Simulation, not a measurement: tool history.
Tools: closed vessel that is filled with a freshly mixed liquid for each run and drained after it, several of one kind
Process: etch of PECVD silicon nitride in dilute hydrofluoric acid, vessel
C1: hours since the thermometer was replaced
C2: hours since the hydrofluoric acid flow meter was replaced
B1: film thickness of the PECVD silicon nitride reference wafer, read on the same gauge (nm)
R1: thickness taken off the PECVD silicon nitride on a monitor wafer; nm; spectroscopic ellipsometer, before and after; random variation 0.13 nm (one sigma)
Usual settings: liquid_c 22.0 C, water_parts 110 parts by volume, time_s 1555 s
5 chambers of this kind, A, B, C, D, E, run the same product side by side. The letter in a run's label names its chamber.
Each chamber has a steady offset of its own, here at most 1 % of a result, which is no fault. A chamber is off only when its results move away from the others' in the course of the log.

run 1D hour=6.3 | liquid_c=22.0 water_parts=110 time_s=1555 | C1=1179.3 C2=115.0 | B1=150.02 | R1=21.150
run 2B hour=13.9 | liquid_c=22.0 water_parts=110 time_s=1555 | C1=430.6 C2=936.7 | B1=149.99 | R1=21.160
run 3E hour=22.2 | liquid_c=22.0 water_parts=110 time_s=1555 | C1=1753.4 C2=1479.5 | B1=150.02 | R1=21.104
run 4C hour=33.5 | liquid_c=22.0 water_parts=110 time_s=1555 | C1=92.1 C2=1573.6 | B1=149.99 | R1=21.116
run 5A hour=45.9 | liquid_c=22.0 water_parts=110 time_s=1555 | C1=238.6 C2=752.4 | B1=149.98 | R1=21.121
run 6B hour=52.9 | liquid_c=22.0 water_parts=110 time_s=1555 | C1=469.6 C2=975.7 | B1=149.99 | R1=21.171
run 7E hour=61.6 | liquid_c=22.0 water_parts=110 time_s=1555 | C1=1792.8 C2=1518.9 | B1=149.99 | R1=21.287
run 8C hour=69.8 | liquid_c=22.0 water_parts=110 time_s=1555 | C1=128.4 C2=1609.9 | B1=150.03 | R1=21.046
run 9A hour=81.2 | liquid_c=24.5 water_parts=110 time_s=875 | C1=273.9 C2=787.7 | B1=149.99 | R1=14.063
-- hour=84.7 chamber D: thermometer replaced
run 10D hour=93.1 | liquid_c=24.5 water_parts=110 time_s=875 | C1=8.4 C2=201.8 | B1=149.99 | R1=13.961
run 11D hour=102.3 | liquid_c=24.5 water_parts=110 time_s=875 | C1=17.6 C2=211.0 | B1=150.01 | R1=14.031
-- hour=106.5 chamber E: thermometer replaced
run 12A hour=115.1 | liquid_c=24.5 water_parts=110 time_s=875 | C1=307.8 C2=821.6 | B1=150.03 | R1=14.210
run 13C hour=125.3 | liquid_c=24.5 water_parts=110 time_s=875 | C1=183.9 C2=1665.4 | B1=149.97 | R1=14.097
run 14E hour=131.5 | liquid_c=22.0 water_parts=110 time_s=1555 | C1=25.0 C2=1588.8 | B1=150.00 | R1=21.327
run 15B hour=141.5 | liquid_c=22.0 water_parts=110 time_s=1555 | C1=558.2 C2=1064.3 | B1=150.02 | R1=21.324
run 16D hour=149.8 | liquid_c=22.0 water_parts=110 time_s=1555 | C1=65.1 C2=258.5 | B1=150.01 | R1=21.367
run 17E hour=163.2 | liquid_c=22.0 water_parts=110 time_s=1555 | C1=56.7 C2=1620.5 | B1=149.99 | R1=21.153
run 18C hour=175.7 | liquid_c=22.0 water_parts=110 time_s=1555 | C1=234.3 C2=1715.8 | B1=149.99 | R1=21.295
run 19B hour=188.7 | liquid_c=22.0 water_parts=110 time_s=1555 | C1=605.4 C2=1111.5 | B1=150.01 | R1=21.470
run 20A hour=197.5 | liquid_c=22.0 water_parts=110 time_s=1555 | C1=390.2 C2=904.0 | B1=149.99 | R1=21.578
run 21C hour=210.2 | liquid_c=22.0 water_parts=110 time_s=1555 | C1=268.8 C2=1750.3 | B1=149.99 | R1=21.079
run 22E hour=222.4 | liquid_c=22.0 water_parts=110 time_s=1555 | C1=115.9 C2=1679.7 | B1=150.02 | R1=21.240
run 23D hour=234.7 | liquid_c=22.0 water_parts=110 time_s=1555 | C1=150.0 C2=343.4 | B1=150.01 | R1=21.212
run 24A hour=246.3 | liquid_c=22.0 water_parts=110 time_s=1555 | C1=439.0 C2=952.8 | B1=149.98 | R1=21.279
-- hour=249.7 chamber B: hydrofluoric acid flow meter replaced
run 25B hour=256.6 | liquid_c=22.0 water_parts=110 time_s=1555 | C1=673.3 C2=6.9 | B1=150.02 | R1=21.787
run 26B hour=265.6 | liquid_c=22.0 water_parts=110 time_s=1555 | C1=682.3 C2=15.9 | B1=150.06 | R1=21.973
run 27C hour=279.1 | liquid_c=22.0 water_parts=110 time_s=1555 | C1=337.7 C2=1819.2 | B1=150.00 | R1=21.232
run 28D hour=291.5 | liquid_c=22.0 water_parts=110 time_s=1555 | C1=206.8 C2=400.2 | B1=150.01 | R1=21.037
run 29E hour=304.6 | liquid_c=22.0 water_parts=85 time_s=1555 | C1=198.1 C2=1761.9 | B1=149.98 | R1=27.395
run 30A hour=318.1 | liquid_c=22.0 water_parts=85 time_s=1555 | C1=510.8 C2=1024.6 | B1=150.01 | R1=27.140
run 31A hour=331.1 | liquid_c=22.0 water_parts=85 time_s=1555 | C1=523.8 C2=1037.6 | B1=150.04 | R1=27.598
run 32C hour=340.5 | liquid_c=22.0 water_parts=85 time_s=1555 | C1=399.1 C2=1880.6 | B1=149.97 | R1=26.863
run 33D hour=346.6 | liquid_c=22.0 water_parts=85 time_s=1555 | C1=261.9 C2=455.3 | B1=150.05 | R1=27.528
run 34B hour=353.8 | liquid_c=22.0 water_parts=110 time_s=1555 | C1=770.5 C2=104.1 | B1=149.97 | R1=22.436
run 35E hour=364.5 | liquid_c=22.0 water_parts=110 time_s=1555 | C1=258.0 C2=1821.8 | B1=150.01 | R1=21.172
run 36E hour=370.7 | liquid_c=22.0 water_parts=110 time_s=1555 | C1=264.2 C2=1828.0 | B1=150.02 | R1=20.974
run 37B hour=384.7 | liquid_c=22.0 water_parts=110 time_s=1555 | C1=801.4 C2=135.0 | B1=149.97 | R1=22.769

Next, every chamber runs the same settings. What will each give?
run 38A hour=394.9 | liquid_c=22.0 water_parts=110 time_s=1060 | R1=?
run 38B hour=394.9 | liquid_c=22.0 water_parts=110 time_s=1060 | R1=?
run 38C hour=394.9 | liquid_c=22.0 water_parts=110 time_s=1060 | R1=?
run 38D hour=394.9 | liquid_c=22.0 water_parts=110 time_s=1060 | R1=?
run 38E hour=394.9 | liquid_c=22.0 water_parts=110 time_s=1060 | R1=?

run=38A R1=14.610
run=38B R1=15.657
run=38C R1=14.435
run=38D R1=14.466
run=38E R1=14.288
